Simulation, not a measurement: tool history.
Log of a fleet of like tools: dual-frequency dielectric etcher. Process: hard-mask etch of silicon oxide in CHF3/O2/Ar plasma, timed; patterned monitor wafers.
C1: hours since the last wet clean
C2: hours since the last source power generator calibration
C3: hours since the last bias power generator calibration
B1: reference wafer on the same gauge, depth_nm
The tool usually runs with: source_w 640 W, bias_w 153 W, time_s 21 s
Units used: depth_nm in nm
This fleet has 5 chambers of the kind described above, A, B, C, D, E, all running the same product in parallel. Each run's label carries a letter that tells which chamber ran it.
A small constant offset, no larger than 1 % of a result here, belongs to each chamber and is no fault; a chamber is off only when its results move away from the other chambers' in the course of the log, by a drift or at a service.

Run 1D, day 0.312: usual settings; C1 349.5; C2 1467.5; C3 424; B1 35.596. Result: depth_nm 40.491 nm.
Run 2B, day 0.692: usual settings; C1 278; C2 3514.3; C3 1255.2; B1 35.602. Result: depth_nm 40.263 nm.
Run 3A, day 1.133: usual settings; C1 553.5; C2 1062.7; C3 216; B1 35.583. Result: depth_nm 40.53 nm.
Run 4C, day 1.408: usual settings; C1 405.6; C2 2736.2; C3 1858.8; B1 35.583. Result: depth_nm 40.088 nm.
Run 5E, day 1.808: usual settings; C1 69.1; C2 2217; C3 2340.8; B1 35.584. Result: depth_nm 40.264 nm.
At day 1.946: chamber D: wet clean of the chamber.
Run 6D, day 2.296: usual settings; C1 8.4; C2 1515.1; C3 471.6; B1 35.586. Result: depth_nm 40.543 nm.
Run 7C, day 2.696: usual settings; C1 436.5; C2 2767.1; C3 1889.7; B1 35.563. Result: depth_nm 40.081 nm.
At day 2.95: chamber A: wet clean of the chamber.
Run 8E, day 2.996: usual settings; C1 97.6; C2 2245.5; C3 2369.3; B1 35.555. Result: depth_nm 40.139 nm.
Run 9A, day 3.325: usual settings; C1 9.1; C2 1115.3; C3 268.6; B1 35.55. Result: depth_nm 40.545 nm.
Run 10B, day 3.612: usual settings; C1 348.1; C2 3584.4; C3 1325.3; B1 35.551. Result: depth_nm 40.173 nm.
Run 11D, day 4.058: usual settings but source_w 580 W, bias_w 168 W; C1 50.7; C2 1557.4; C3 513.9; B1 35.548. Result: depth_nm 40.212 nm.
Run 12B, day 4.333: usual settings but source_w 580 W, bias_w 168 W; C1 365.4; C2 3601.7; C3 1342.6; B1 35.545. Result: depth_nm 39.935 nm.
Run 13C, day 4.758: usual settings but source_w 580 W, bias_w 168 W; C1 486; C2 2816.6; C3 1939.2; B1 35.539. Result: depth_nm 39.869 nm.
Run 14A, day 5.071: usual settings but source_w 580 W, bias_w 168 W; C1 51; C2 1157.2; C3 310.5; B1 35.541. Result: depth_nm 40.172 nm.
Run 15E, day 5.375: usual settings but source_w 580 W, bias_w 168 W; C1 154.7; C2 2302.6; C3 2426.4; B1 35.536. Result: depth_nm 39.987 nm.
Run 16D, day 5.738: usual settings; C1 91; C2 1597.7; C3 554.2; B1 35.536. Result: depth_nm 40.405 nm.
Run 17E, day 6.304: usual settings; C1 177; C2 2324.9; C3 2448.7; B1 35.515. Result: depth_nm 40.222 nm.
Run 18A, day 6.829: usual settings; C1 93.2; C2 1199.4; C3 352.7; B1 35.505. Result: depth_nm 40.431 nm.
Run 19B, day 7.183: usual settings; C1 433.8; C2 3670.1; C3 1411; B1 35.517. Result: depth_nm 40.255 nm.
Run 20C, day 7.725: usual settings; C1 557.2; C2 2887.8; C3 2010.4; B1 35.505. Result: depth_nm 40.006 nm.
Run 21E, day 8.033: usual settings; C1 218.5; C2 2366.4; C3 2490.2; B1 35.5. Result: depth_nm 40.149 nm.
Run 22C, day 8.292: usual settings; C1 570.8; C2 2901.4; C3 2024; B1 35.497. Result: depth_nm 40.033 nm.
Run 23D, day 8.692: usual settings; C1 161.9; C2 1668.6; C3 625.1; B1 35.492. Result: depth_nm 40.34 nm.
At day 8.85: chamber B: source power generator calibrated.
Run 24B, day 9.117: usual settings; C1 480.2; C2 6.5; C3 1457.4; B1 35.485. Result: depth_nm 40.2 nm.
Run 25A, day 9.604: usual settings; C1 159.8; C2 1266; C3 419.3; B1 35.487. Result: depth_nm 40.432 nm.
Run 26A, day 9.967: usual settings; C1 168.5; C2 1274.7; C3 428; B1 35.475. Result: depth_nm 40.378 nm.
Run 27E, day 10.304: usual settings; C1 273; C2 2420.9; C3 2544.7; B1 35.471. Result: depth_nm 40.16 nm.
Run 28B, day 10.596: usual settings; C1 515.7; C2 42; C3 1492.9; B1 35.468. Result: depth_nm 40.144 nm.
Run 29D, day 11.071: usual settings; C1 219; C2 1725.7; C3 682.2; B1 35.458. Result: depth_nm 40.397 nm.
Run 30C, day 11.4: usual settings; C1 645.4; C2 2976; C3 2098.6; B1 35.457. Result: depth_nm 40.032 nm.
Run 31A, day 11.858: usual settings; C1 213.9; C2 1320.1; C3 473.4; B1 35.451. Result: depth_nm 40.439 nm.

For the next run the whole fleet of 5 chambers uses the same settings. Give each chamber's results:
Run 32A, day 12.279: usual settings but source_w 560 W. Result: depth_nm ?.
Run 32B, day 12.279: usual settings but source_w 560 W. Result: depth_nm ?.
Run 32C, day 12.279: usual settings but source_w 560 W. Result: depth_nm ?.
Run 32D, day 12.279: usual settings but source_w 560 W. Result: depth_nm ?.
Run 32E, day 12.279: usual settings but source_w 560 W. Result: depth_nm ?.

run  depth_nm
32A    38.304
32B    38.155
32C    37.942
32D    38.415
32E    38.051
